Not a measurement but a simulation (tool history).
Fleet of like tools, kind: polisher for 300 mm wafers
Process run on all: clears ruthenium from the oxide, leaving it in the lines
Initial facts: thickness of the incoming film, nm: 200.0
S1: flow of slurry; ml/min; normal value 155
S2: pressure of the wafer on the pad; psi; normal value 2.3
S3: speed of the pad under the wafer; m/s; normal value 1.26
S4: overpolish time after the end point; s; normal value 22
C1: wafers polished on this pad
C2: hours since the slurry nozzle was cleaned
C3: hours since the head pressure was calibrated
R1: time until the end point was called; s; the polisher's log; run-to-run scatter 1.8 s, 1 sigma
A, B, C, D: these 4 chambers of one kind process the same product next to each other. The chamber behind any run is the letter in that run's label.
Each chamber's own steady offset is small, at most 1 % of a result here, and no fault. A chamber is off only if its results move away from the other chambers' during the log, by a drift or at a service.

{"hour": 0.4, "done": "chamber A: worn pad replaced by a new one"}
{"hour": 2.2, "done": "chamber A: head pressure recalibrated"}
{"run": "1A", "hour": 4.4, "S1": 155, "S2": 2.3, "S3": 1.26, "S4": 22, "C1": 19, "C2": 40.7, "C3": 2.2, "R1": 105.16}
{"run": "2B", "hour": 8.4, "S1": 155, "S2": 2.3, "S3": 1.26, "S4": 22, "C1": 359, "C2": 260.1, "C3": 310.1, "R1": 109.71}
{"run": "3D", "hour": 13.6, "S1": 155, "S2": 2.3, "S3": 1.26, "S4": 22, "C1": 470, "C2": 648, "C3": 370.1, "R1": 108.21}
{"hour": 18.0, "done": "chamber D: slurry nozzle cleaned"}
{"run": "4C", "hour": 18.1, "S1": 155, "S2": 2.3, "S3": 1.26, "S4": 22, "C1": 372, "C2": 769.8, "C3": 1485.1, "R1": 113.64}
{"run": "5D", "hour": 20.8, "S1": 155, "S2": 2.3, "S3": 1.26, "S4": 22, "C1": 505, "C2": 2.9, "C3": 377.3, "R1": 107.22}
{"run": "6A", "hour": 25.5, "S1": 155, "S2": 2.3, "S3": 1.26, "S4": 22, "C1": 122, "C2": 61.8, "C3": 23.3, "R1": 109.83}
{"run": "7B", "hour": 30.9, "S1": 205, "S2": 1.9, "S3": 1.26, "S4": 22, "C1": 469, "C2": 282.6, "C3": 332.6, "R1": 126.91}
{"run": "8C", "hour": 34.6, "S1": 205, "S2": 1.9, "S3": 1.26, "S4": 22, "C1": 452, "C2": 786.3, "C3": 1501.6, "R1": 128.58}
{"run": "9B", "hour": 39.1, "S1": 205, "S2": 1.9, "S3": 1.26, "S4": 22, "C1": 509, "C2": 290.8, "C3": 340.8, "R1": 125.33}
{"run": "10D", "hour": 44.3, "S1": 205, "S2": 1.9, "S3": 1.26, "S4": 22, "C1": 619, "C2": 26.4, "C3": 400.8, "R1": 123.32}
{"run": "11C", "hour": 46.8, "S1": 155, "S2": 2.3, "S3": 1.26, "S4": 22, "C1": 511, "C2": 798.5, "C3": 1513.8, "R1": 108.18}
{"run": "12A", "hour": 49.4, "S1": 155, "S2": 2.3, "S3": 1.26, "S4": 22, "C1": 238, "C2": 85.7, "C3": 47.2, "R1": 108.01}
{"run": "13B", "hour": 51.9, "S1": 155, "S2": 2.3, "S3": 1.26, "S4": 22, "C1": 571, "C2": 303.6, "C3": 353.6, "R1": 108.71}
{"run": "14A", "hour": 56.7, "S1": 155, "S2": 2.3, "S3": 1.26, "S4": 22, "C1": 273, "C2": 93, "C3": 54.5, "R1": 108.7}
{"run": "15D", "hour": 60.2, "S1": 155, "S2": 2.3, "S3": 1.26, "S4": 22, "C1": 696, "C2": 42.3, "C3": 416.7, "R1": 104.44}
{"hour": 61.0, "done": "chamber B: worn pad replaced by a new one"}
{"run": "16C", "hour": 64.7, "S1": 155, "S2": 2.3, "S3": 1.26, "S4": 22, "C1": 598, "C2": 816.4, "C3": 1531.7, "R1": 111.91}
{"run": "17C", "hour": 70.0, "S1": 155, "S2": 2.3, "S3": 1.26, "S4": 22, "C1": 624, "C2": 821.7, "C3": 1537, "R1": 111.38}
{"run": "18D", "hour": 74.9, "S1": 155, "S2": 2.3, "S3": 1.26, "S4": 22, "C1": 768, "C2": 57, "C3": 431.4, "R1": 100.36}
{"run": "19B", "hour": 79.6, "S1": 155, "S2": 2.3, "S3": 1.26, "S4": 22, "C1": 90, "C2": 331.3, "C3": 381.3, "R1": 107.75}
{"hour": 83.1, "done": "chamber C: worn pad replaced by a new one"}
{"run": "20A", "hour": 83.4, "S1": 155, "S2": 2.3, "S3": 1.26, "S4": 32, "C1": 403, "C2": 119.7, "C3": 81.2, "R1": 109.92}
{"run": "21A", "hour": 88.7, "S1": 155, "S2": 2.3, "S3": 1.26, "S4": 32, "C1": 429, "C2": 125, "C3": 86.5, "R1": 109.48}
{"run": "22B", "hour": 92.0, "S1": 155, "S2": 2.3, "S3": 1.26, "S4": 32, "C1": 151, "C2": 343.7, "C3": 393.7, "R1": 104.15}
{"hour": 93.0, "done": "chamber C: slurry nozzle cleaned"}
{"run": "23C", "hour": 94.5, "S1": 155, "S2": 2.3, "S3": 1.26, "S4": 32, "C1": 55, "C2": 1.5, "C3": 1561.5, "R1": 109.59}
{"hour": 96.9, "done": "chamber D: worn pad replaced by a new one"}
{"run": "24D", "hour": 98.5, "S1": 155, "S2": 2.3, "S3": 1.26, "S4": 22, "C1": 8, "C2": 80.6, "C3": 455, "R1": 99.879}
{"run": "25D", "hour": 102.7, "S1": 155, "S2": 2.3, "S3": 1.54, "S4": 12, "C1": 28, "C2": 84.8, "C3": 459.2, "R1": 80.45}
{"run": "26A", "hour": 107.6, "S1": 155, "S2": 2.3, "S3": 1.54, "S4": 12, "C1": 521, "C2": 143.9, "C3": 105.4, "R1": 87.19}
{"run": "27B", "hour": 111.7, "S1": 155, "S2": 2.3, "S3": 1.54, "S4": 12, "C1": 246, "C2": 363.4, "C3": 413.4, "R1": 90.528}
{"run": "28C", "hour": 116.5, "S1": 155, "S2": 2.3, "S3": 1.54, "S4": 12, "C1": 162, "C2": 23.5, "C3": 1583.5, "R1": 89.171}
{"run": "29D", "hour": 120.0, "S1": 155, "S2": 2.3, "S3": 1.26, "S4": 22, "C1": 112, "C2": 102.1, "C3": 476.5, "R1": 101.73}
{"run": "30A", "hour": 123.0, "S1": 155, "S2": 2.3, "S3": 1.26, "S4": 22, "C1": 596, "C2": 159.3, "C3": 120.8, "R1": 110.39}
{"hour": 123.1, "done": "chamber B: slurry nozzle cleaned"}
{"run": "31B", "hour": 126.7, "S1": 155, "S2": 2.3, "S3": 1.12, "S4": 22, "C1": 319, "C2": 3.7, "C3": 428.4, "R1": 126.59}
{"hour": 131.1, "done": "chamber C: head pressure recalibrated"}
{"run": "32C", "hour": 131.8, "S1": 155, "S2": 2.3, "S3": 1.12, "S4": 22, "C1": 236, "C2": 38.8, "C3": 0.7, "R1": 122.08}
{"run": "33C", "hour": 137.1, "S1": 155, "S2": 2.3, "S3": 1.12, "S4": 22, "C1": 262, "C2": 44.1, "C3": 6, "R1": 124.11}
{"run": "34B", "hour": 139.7, "S1": 155, "S2": 2.3, "S3": 1.12, "S4": 22, "C1": 383, "C2": 16.7, "C3": 441.4, "R1": 123.44}
{"run": "35D", "hour": 143.4, "S1": 155, "S2": 2.3, "S3": 1.26, "S4": 22, "C1": 226, "C2": 125.5, "C3": 499.9, "R1": 97.297}
{"run": "36A", "hour": 147.0, "S1": 155, "S2": 2.3, "S3": 1.26, "S4": 22, "C1": 712, "C2": 183.3, "C3": 144.8, "R1": 108.32}
{"run": "37A", "hour": 151.3, "S1": 155, "S2": 2.3, "S3": 1.26, "S4": 22, "C1": 733, "C2": 187.6, "C3": 149.1, "R1": 108.58}
{"run": "38D", "hour": 153.8, "S1": 155, "S2": 2.3, "S3": 1.26, "S4": 22, "C1": 277, "C2": 135.9, "C3": 510.3, "R1": 96.823}

Next, every chamber runs the same settings. What will each give?
{"run": "39A", "hour": 158.0, "S1": 155, "S2": 2.3, "S3": 1.26, "S4": 22, "R1": "?"}
{"run": "39B", "hour": 158.0, "S1": 155, "S2": 2.3, "S3": 1.26, "S4": 22, "R1": "?"}
{"run": "39C", "hour": 158.0, "S1": 155, "S2": 2.3, "S3": 1.26, "S4": 22, "R1": "?"}
{"run": "39D", "hour": 158.0, "S1": 155, "S2": 2.3, "S3": 1.26, "S4": 22, "R1": "?"}

run=39A R1=107.87
run=39B R1=108.28
run=39C R1=106.86
run=39D R1=95.685

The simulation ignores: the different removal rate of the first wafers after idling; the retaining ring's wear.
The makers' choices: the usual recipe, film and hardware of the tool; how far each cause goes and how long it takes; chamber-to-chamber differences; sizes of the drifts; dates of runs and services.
